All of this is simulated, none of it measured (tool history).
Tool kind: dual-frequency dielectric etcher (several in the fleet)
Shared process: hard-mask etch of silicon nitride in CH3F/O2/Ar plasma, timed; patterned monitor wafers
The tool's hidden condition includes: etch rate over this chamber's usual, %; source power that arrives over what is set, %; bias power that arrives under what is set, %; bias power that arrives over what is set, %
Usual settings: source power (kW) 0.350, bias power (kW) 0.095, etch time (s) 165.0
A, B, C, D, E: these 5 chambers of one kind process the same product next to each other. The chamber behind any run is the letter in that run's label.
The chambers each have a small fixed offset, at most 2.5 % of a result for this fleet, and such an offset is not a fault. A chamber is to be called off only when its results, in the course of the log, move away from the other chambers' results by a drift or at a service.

run,hour,source power (kW),bias power (kW),etch time (s),hours since the last wet clean,hours since the last source power generator calibration,hours since the last bias power generator calibration,"read-back reference wafer on the same gauge, depth_nm",mean etch depth across the wafer (nm)
1D,6.2,0.350,0.095,165.0,207.5,1110.7,1288.8,107.02,120.870
2E,14.8,0.350,0.095,165.0,260.7,2377.7,854.7,106.98,121.480
3A,21.9,0.350,0.095,165.0,524.3,2345.0,4504.9,106.92,118.420
# hour 22.7: chamber A: wet clean of the chamber
4B,27.7,0.350,0.095,165.0,487.0,1859.2,2063.2,107.01,120.270
5C,34.5,0.350,0.095,165.0,525.6,38.1,290.5,106.99,120.840
6C,39.7,0.350,0.095,165.0,530.8,43.3,295.7,107.10,120.520
# hour 47.1: chamber C: wet clean of the chamber
7D,48.4,0.350,0.095,165.0,249.7,1152.9,1331.0,106.97,120.400
8E,56.5,0.350,0.095,165.0,302.4,2419.4,896.4,106.97,121.680
9B,65.0,0.400,0.095,128.5,524.3,1896.5,2100.5,106.98,98.354
10A,69.9,0.400,0.095,128.5,47.3,2393.0,4552.9,107.04,97.022
11E,78.4,0.400,0.095,128.5,324.3,2441.3,918.3,107.02,99.143
12C,87.8,0.400,0.095,128.5,40.8,91.4,343.8,107.08,99.045
13B,97.7,0.400,0.095,128.5,557.0,1929.2,2133.2,106.99,98.284
14A,105.9,0.280,0.074,165.0,83.3,2429.0,4588.9,106.92,99.499
15D,113.6,0.280,0.074,165.0,314.9,1218.1,1396.2,106.98,101.180
# hour 117.2: chamber E: wet clean of the chamber
16A,122.2,0.280,0.074,165.0,99.6,2445.3,4605.2,106.94,100.070
17C,129.2,0.280,0.074,165.0,82.2,132.8,385.2,106.97,101.120
# hour 132.5: chamber B: wet clean of the chamber
18E,134.1,0.280,0.074,165.0,17.0,2497.0,974.0,107.05,101.830
19D,143.8,0.350,0.086,200.5,345.1,1248.3,1426.4,106.92,141.430
20B,152.6,0.350,0.086,200.5,20.2,1984.1,2188.1,107.06,145.510
21B,161.9,0.350,0.086,200.5,29.5,1993.4,2197.4,106.99,144.510
22A,169.1,0.350,0.086,200.5,146.5,2492.2,4652.1,106.96,139.280
23E,179.1,0.350,0.086,200.5,62.0,2542.0,1019.0,107.08,142.160
24D,187.7,0.350,0.095,165.0,389.0,1292.2,1470.3,107.02,120.780
25C,192.9,0.410,0.095,165.0,145.9,196.5,448.9,107.07,127.950
26E,202.7,0.410,0.095,165.0,85.6,2565.6,1042.6,107.03,128.010
# hour 202.8: chamber D: wet clean of the chamber
27D,211.9,0.410,0.095,165.0,9.1,1316.4,1494.5,107.00,127.710
28A,217.3,0.410,0.095,165.0,194.7,2540.4,4700.3,106.90,125.130
29B,222.3,0.410,0.095,165.0,89.9,2053.8,2257.8,107.05,130.720
30C,230.3,0.350,0.095,165.0,183.3,233.9,486.3,107.01,121.290
31E,235.6,0.350,0.095,165.0,118.5,2598.5,1075.5,107.05,121.530
32D,242.0,0.350,0.095,165.0,39.2,1346.5,1524.6,107.00,120.650
33C,248.5,0.350,0.095,165.0,201.5,252.1,504.5,106.97,120.310
34B,253.9,0.350,0.095,165.0,121.5,2085.4,2289.4,107.09,124.510
35A,263.8,0.350,0.095,165.0,241.2,2586.9,4746.8,107.13,118.800
36E,273.5,0.350,0.095,165.0,156.4,2636.4,1113.4,106.99,121.210
37B,283.9,0.350,0.095,165.0,151.5,2115.4,2319.4,107.06,124.180
38D,289.4,0.390,0.095,165.0,86.6,1393.9,1572.0,107.01,125.730
39A,297.7,0.390,0.095,165.0,275.1,2620.8,4780.7,106.96,123.980
40C,308.5,0.390,0.095,165.0,261.5,312.1,564.5,107.02,126.000
41B,318.3,0.390,0.095,165.0,185.9,2149.8,2353.8,106.96,128.970
42D,323.6,0.390,0.095,165.0,120.8,1428.1,1606.2,106.97,125.270
43E,331.7,0.350,0.095,165.0,214.6,2694.6,1171.6,107.01,121.410
44A,339.6,0.350,0.095,165.0,317.0,2662.7,4822.6,107.08,118.720

One chamber off, gauge drift, or nothing amiss beyond the chambers' own small offsets? If it is a chamber, which one, and what is the likeliest cause?

Chamber B came out of a service off from its peers and stayed that way.
Cause: etch rate over this chamber's usual, % = 2.69.

Chamber B could run next with any of the 4 candidate recipes listed below; each alters the usual settings, and their results appear as question marks. Which one brings its results back in line with what the other chambers deliver on the usual settings?
In-line tolerance around the mean of the other chambers on the usual settings: mean etch depth across the wafer (nm) 1.300
45B-1,347.3,0.350,0.107,165.0,,,,,?
45B-2,347.3,0.350,0.094,158.5,,,,,?
45B-3,347.3,0.350,0.095,169.5,,,,,?
45B-4,347.3,0.350,0.088,165.0,,,,,?

Average result of the remaining chambers running the usual settings: mean etch depth across the wafer (nm) 120.360
run,mean etch depth across the wafer (nm)
45B-1,129.420
45B-2,118.480
45B-3,127.200
45B-4,120.400
The right change is 45B-4: it brings the chamber back within the allowed miss of the others.
